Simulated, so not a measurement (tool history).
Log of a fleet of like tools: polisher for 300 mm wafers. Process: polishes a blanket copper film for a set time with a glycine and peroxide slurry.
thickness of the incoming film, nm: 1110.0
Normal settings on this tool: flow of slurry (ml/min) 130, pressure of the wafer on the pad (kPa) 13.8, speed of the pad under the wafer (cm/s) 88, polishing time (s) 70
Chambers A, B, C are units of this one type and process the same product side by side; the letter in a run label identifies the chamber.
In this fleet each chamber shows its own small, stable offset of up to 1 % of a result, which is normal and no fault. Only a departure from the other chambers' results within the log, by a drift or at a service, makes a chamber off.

| run | hour | flow of slurry (ml/min) | pressure of the wafer on the pad (kPa) | speed of the pad under the wafer (cm/s) | polishing time (s) | film removed (angstrom) |
|---|---|---|---|---|---|---|
| 1C | 9.2 | 130 | 13.8 | 88 | 70 | 2626.9 |
| 2A | 18.7 | 130 | 13.8 | 88 | 70 | 2593.2 |
| 3B | 27.2 | 130 | 13.8 | 88 | 70 | 2663.1 |
| 4C | 33.5 | 130 | 13.8 | 88 | 70 | 2666.7 |
|  | 38.1 | chamber C: worn pad replaced by a new one |
| 5B | 43.1 | 130 | 13.8 | 88 | 70 | 2629.0 |
| 6A | 51.2 | 130 | 13.8 | 88 | 70 | 2590.6 |
|  | 53.4 | chamber B: worn pad replaced by a new one |
| 7C | 59.4 | 130 | 13.8 | 88 | 70 | 2636.1 |
| 8B | 66.5 | 130 | 13.8 | 88 | 70 | 2649.7 |
| 9A | 75.1 | 130 | 13.8 | 88 | 70 | 2587.0 |
| 10A | 80.6 | 130 | 15.2 | 88 | 85 | 3422.2 |
| 11B | 86.3 | 130 | 15.2 | 88 | 85 | 3458.8 |
| 12C | 93.1 | 130 | 15.2 | 88 | 85 | 3407.4 |
| 13B | 99.3 | 130 | 13.8 | 88 | 70 | 2591.1 |
|  | 101.9 | chamber A: worn pad replaced by a new one |
| 14C | 104.7 | 130 | 13.8 | 88 | 70 | 2644.2 |
|  | 110.2 | chamber B: worn pad replaced by a new one |
|  | 112.3 | chamber C: worn pad replaced by a new one |
| 15A | 113.6 | 130 | 13.8 | 88 | 70 | 2629.4 |
|  | 118.0 | chamber A: slurry nozzle cleaned |
| 16C | 119.9 | 130 | 13.8 | 88 | 70 | 2640.7 |
| 17B | 126.5 | 130 | 13.8 | 88 | 70 | 2586.2 |
| 18A | 133.7 | 130 | 13.8 | 88 | 70 | 2606.6 |
| 19B | 142.5 | 130 | 13.8 | 88 | 70 | 2572.6 |
| 20C | 148.6 | 130 | 13.8 | 88 | 70 | 2628.5 |
| 21A | 156.5 | 130 | 13.8 | 88 | 70 | 2611.4 |
|  | 166.7 | chamber B: worn pad replaced by a new one |
| 22B | 167.1 | 130 | 13.8 | 88 | 70 | 2542.0 |
| 23C | 176.6 | 130 | 13.8 | 88 | 70 | 2632.6 |
|  | 186.7 | chamber C: worn pad replaced by a new one |
| 24A | 187.3 | 130 | 13.8 | 88 | 70 | 2597.3 |
| 25B | 193.3 | 130 | 13.8 | 110 | 70 | 2955.6 |
| 26A | 200.1 | 130 | 13.8 | 110 | 70 | 3127.0 |
|  | 206.1 | chamber A: worn pad replaced by a new one |
| 27C | 207.9 | 130 | 13.8 | 110 | 70 | 3135.6 |
| 28C | 218.5 | 115 | 13.8 | 88 | 88 | 3265.5 |
|  | 219.6 | chamber B: worn pad replaced by a new one |
| 29B | 223.6 | 115 | 13.8 | 88 | 88 | 2988.4 |
| 30A | 234.3 | 115 | 13.8 | 88 | 88 | 3205.9 |
| 31B | 242.7 | 130 | 13.8 | 88 | 70 | 2417.5 |
| 32A | 248.6 | 130 | 13.8 | 88 | 70 | 2603.2 |

Read the log: is a single chamber off, either drifting away or since a service, is the gauge that measures every chamber drifting, or is nothing wrong beyond small per-chamber offsets? Name any odd chamber and what most likely caused it.

Chamber B drifts away from the others.
Cause: slurry flow missing at the pad, % = 33.
From this log alone, it may not be told apart from: head's pressure below its setpoint, %.

Chamber B could run next with any of the 4 candidate recipes listed below; each alters the usual settings, and their results appear as question marks. Which one brings its results back in line with what the other chambers deliver on the usual settings?
In line means no further than this from the other chambers' mean on the usual settings: film removed (angstrom) 66.0
| 33B-1 | 256.3 | 130 | 13.1 | 88 | 66 | ? |
| 33B-2 | 256.3 | 130 | 13.8 | 86 | 68 | ? |
| 33B-3 | 256.3 | 130 | 13.8 | 92 | 74 | ? |
| 33B-4 | 256.3 | 130 | 13.8 | 94 | 70 | ? |

Other chambers, usual settings, mean: film removed (angstrom) 2619.4
| run | film removed (angstrom) |
|---|---|
| 33B-1 | 2150.3 |
| 33B-2 | 2261.1 |
| 33B-3 | 2588.3 |
| 33B-4 | 2488.7 |
It is 33B-3 that realigns the chamber with its peers.

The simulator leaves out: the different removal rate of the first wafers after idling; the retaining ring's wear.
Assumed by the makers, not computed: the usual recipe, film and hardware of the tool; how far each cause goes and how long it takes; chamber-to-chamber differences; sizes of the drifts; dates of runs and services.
